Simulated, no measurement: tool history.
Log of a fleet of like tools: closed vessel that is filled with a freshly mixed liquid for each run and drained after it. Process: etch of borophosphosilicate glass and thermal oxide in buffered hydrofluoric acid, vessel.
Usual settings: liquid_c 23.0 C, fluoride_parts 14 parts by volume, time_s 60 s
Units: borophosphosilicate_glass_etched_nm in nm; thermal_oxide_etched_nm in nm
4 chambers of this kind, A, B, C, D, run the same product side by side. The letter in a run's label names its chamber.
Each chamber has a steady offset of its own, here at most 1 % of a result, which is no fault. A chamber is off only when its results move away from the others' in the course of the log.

run,hour,liquid_c,fluoride_parts,time_s,"read-back film thickness of the borophosphosilicate glass reference wafer, read on the same gauge (nm)","read-back film thickness of the thermal oxide reference wafer, read on the same gauge (nm)",borophosphosilicate_glass_etched_nm,thermal_oxide_etched_nm
1C,4.4,23.0,14,60,90.008,120.01,145.650,47.738
2A,11.1,23.0,14,60,89.992,120.02,146.040,47.335
3B,14.3,23.0,14,60,90.015,120.00,146.710,47.278
4D,19.8,23.0,14,60,89.984,119.98,145.000,47.643
5D,24.0,23.0,14,60,90.000,119.98,144.740,47.955
6B,29.6,23.0,14,60,90.001,120.00,146.140,47.609
7C,35.9,23.0,14,60,89.979,120.01,144.580,47.464
# hour 38.4: chamber B: hydrofluoric acid flow meter replaced
8A,39.2,23.0,14,60,89.982,120.02,147.730,47.045
9C,43.4,23.0,14,60,89.964,119.99,145.010,46.959
10A,47.3,23.0,14,60,89.981,119.97,147.850,47.270
11B,50.5,23.0,14,60,90.043,120.01,146.970,47.270
12D,55.6,23.0,14,60,89.987,119.98,146.320,47.723
13B,60.3,23.0,14,60,90.018,120.01,147.170,47.426
14C,67.5,23.0,14,60,90.024,119.98,145.300,47.299
15D,72.6,23.0,14,60,89.981,119.99,145.870,47.804
16A,75.9,23.0,14,60,90.009,120.03,147.870,47.702
17A,82.6,23.0,14,60,89.992,119.99,146.980,47.037
18B,88.9,27.5,11,60,90.062,120.00,233.890,75.789
19D,92.6,27.5,11,60,90.009,119.99,234.960,77.155
20C,98.5,27.5,11,60,89.982,120.00,233.670,76.527
21C,102.0,27.5,11,60,90.002,120.02,233.080,77.644
22D,105.6,23.0,14,60,89.984,119.99,145.410,47.620
23B,109.1,23.0,14,30,89.998,120.02,73.695,23.705
24A,115.5,23.0,14,30,90.013,119.99,74.444,23.537

What goes on in this fleet: one chamber off, a drifting gauge, or nothing beyond the chambers' own small offsets? Name the chamber and the cause, if any.

No chamber stands off beyond its own small offset, and the gauge holds steady.
